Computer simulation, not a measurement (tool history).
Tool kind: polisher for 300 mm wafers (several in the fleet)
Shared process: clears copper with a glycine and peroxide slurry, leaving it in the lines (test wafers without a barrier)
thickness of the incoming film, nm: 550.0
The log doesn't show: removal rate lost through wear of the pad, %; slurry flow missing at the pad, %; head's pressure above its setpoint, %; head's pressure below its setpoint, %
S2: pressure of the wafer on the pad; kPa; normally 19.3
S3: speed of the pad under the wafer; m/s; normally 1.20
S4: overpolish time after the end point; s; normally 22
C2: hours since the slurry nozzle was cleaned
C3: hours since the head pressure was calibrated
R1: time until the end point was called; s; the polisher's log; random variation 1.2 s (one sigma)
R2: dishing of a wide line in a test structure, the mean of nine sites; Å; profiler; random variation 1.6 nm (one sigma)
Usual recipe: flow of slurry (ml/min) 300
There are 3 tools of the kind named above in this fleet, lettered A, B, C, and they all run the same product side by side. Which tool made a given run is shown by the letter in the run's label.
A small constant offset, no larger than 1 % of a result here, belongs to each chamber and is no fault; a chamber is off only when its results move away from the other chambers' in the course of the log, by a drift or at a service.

At hour 2.2: chamber A: worn pad replaced by a new one.
Run 1C, hour 13.9: usual settings; wafers polished on this pad 779; C2 224.3; C3 1238.5. Result: R1 73.572 s, R2 964.01 Å.
At hour 17.3: chamber C: worn pad replaced by a new one.
Run 2B, hour 29.1: usual settings; wafers polished on this pad 387; C2 46.9; C3 366.0. Result: R1 72.400 s, R2 980.04 Å.
Run 3A, hour 39.3: usual settings; wafers polished on this pad 317; C2 220.4; C3 95.6. Result: R1 72.348 s, R2 967.22 Å.
Run 4C, hour 47.4: usual settings; wafers polished on this pad 256; C2 257.8; C3 1272.0. Result: R1 73.284 s, R2 985.41 Å.
Run 5B, hour 58.5: usual settings; wafers polished on this pad 638; C2 76.3; C3 395.4. Result: R1 70.520 s, R2 959.59 Å.
Run 6A, hour 65.5: usual settings; wafers polished on this pad 540; C2 246.6; C3 121.8. Result: R1 71.556 s, R2 1008.90 Å.
Run 7A, hour 79.9: usual settings; wafers polished on this pad 663; C2 261.0; C3 136.2. Result: R1 70.517 s, R2 951.70 Å.
At hour 92.3: chamber C: worn pad replaced by a new one.
Run 8C, hour 92.5: usual settings; wafers polished on this pad 2; C2 302.9; C3 1317.1. Result: R1 72.995 s, R2 957.15 Å.
Run 9B, hour 100.6: usual settings; wafers polished on this pad 997; C2 118.4; C3 437.5. Result: R1 71.418 s, R2 925.64 Å.
Run 10B, hour 111.1: usual settings but S2 23.4 kPa; wafers polished on this pad 1086; C2 128.9; C3 448.0. Result: R1 62.810 s, R2 1098.60 Å.
Run 11A, hour 125.6: usual settings but S2 23.4 kPa; wafers polished on this pad 1053; C2 306.7; C3 181.9. Result: R1 59.821 s, R2 1134.80 Å.
At hour 136.7: chamber A: worn pad replaced by a new one.
Run 12C, hour 137.2: usual settings but S2 23.4 kPa; wafers polished on this pad 383; C2 347.6; C3 1361.8. Result: R1 60.818 s, R2 1137.00 Å.
At hour 140.8: chamber C: head pressure recalibrated.
Run 13B, hour 152.9: usual settings; wafers polished on this pad 1443; C2 170.7; C3 489.8. Result: R1 70.969 s, R2 977.38 Å.
At hour 158.5: chamber B: worn pad replaced by a new one.
Run 14A, hour 168.2: usual settings but S2 24.1 kPa, S3 1.08 m/s; wafers polished on this pad 269; C2 349.3; C3 224.5. Result: R1 61.264 s, R2 1070.40 Å.
Run 15C, hour 176.1: usual settings but S2 24.1 kPa, S3 1.08 m/s; wafers polished on this pad 715; C2 386.5; C3 35.3. Result: R1 70.422 s, R2 991.61 Å.
At hour 180.4: chamber C: worn pad replaced by a new one.
Run 16A, hour 186.5: usual settings but S2 24.1 kPa, S3 1.08 m/s; wafers polished on this pad 425; C2 367.6; C3 242.8. Result: R1 62.356 s, R2 1061.10 Å.
Run 17C, hour 200.5: usual settings but flow of slurry (ml/min) 205, S4 17 s; wafers polished on this pad 172; C2 410.9; C3 59.7. Result: R1 83.010 s, R2 718.19 Å.
At hour 204.3: chamber C: slurry nozzle cleaned.
Run 18B, hour 209.4: usual settings but flow of slurry (ml/min) 205, S4 17 s; wafers polished on this pad 434; C2 227.2; C3 546.3. Result: R1 73.743 s, R2 797.70 Å.
Run 19B, hour 217.6: usual settings but flow of slurry (ml/min) 205, S4 17 s; wafers polished on this pad 504; C2 235.4; C3 554.5. Result: R1 77.358 s, R2 780.70 Å.
Run 20C, hour 231.1: usual settings; wafers polished on this pad 433; C2 26.8; C3 90.3. Result: R1 79.722 s, R2 885.06 Å.

Has any chamber moved away from the others, gradually or after a service, or does the common gauge drift, or do the chambers differ only by their own small steady offsets? State the chamber and the most likely cause if one applies.

A service left chamber C off against the others.
Likeliest cause: head's pressure below its setpoint, % = 9.84.

Chamber C could run next with any of the 4 candidate recipes listed below; each alters the usual settings, and their results appear as question marks. Which one brings its results back in line with what the other chambers deliver on the usual settings?
In-line tolerance around the mean of the other chambers on the usual settings: R1 4.100 s; R2 56.00 Å
Run 21C-1, hour 242.6: usual settings but S2 17.9 kPa, S3 1.14 m/s. Result: R1 ?, R2 ?.
Run 21C-2, hour 242.6: usual settings but flow of slurry (ml/min) 305, S2 21.4 kPa, S3 1.34 m/s. Result: R1 ?, R2 ?.
Run 21C-3, hour 242.6: usual settings but S2 20.7 kPa, S3 1.26 m/s. Result: R1 ?, R2 ?.
Run 21C-4, hour 242.6: usual settings but flow of slurry (ml/min) 295, S2 17.2 kPa, S3 1.06 m/s. Result: R1 ?, R2 ?.

Average result of the remaining chambers running the usual settings: R1 71.461 s; R2 970.70 Å
  run      R1       R2
21C-1  86.693   845.79
21C-2  65.359  1037.10
21C-3  70.919   981.58
21C-4  94.978   791.23
The right change is 21C-3: it brings the chamber back within the allowed miss of the others.
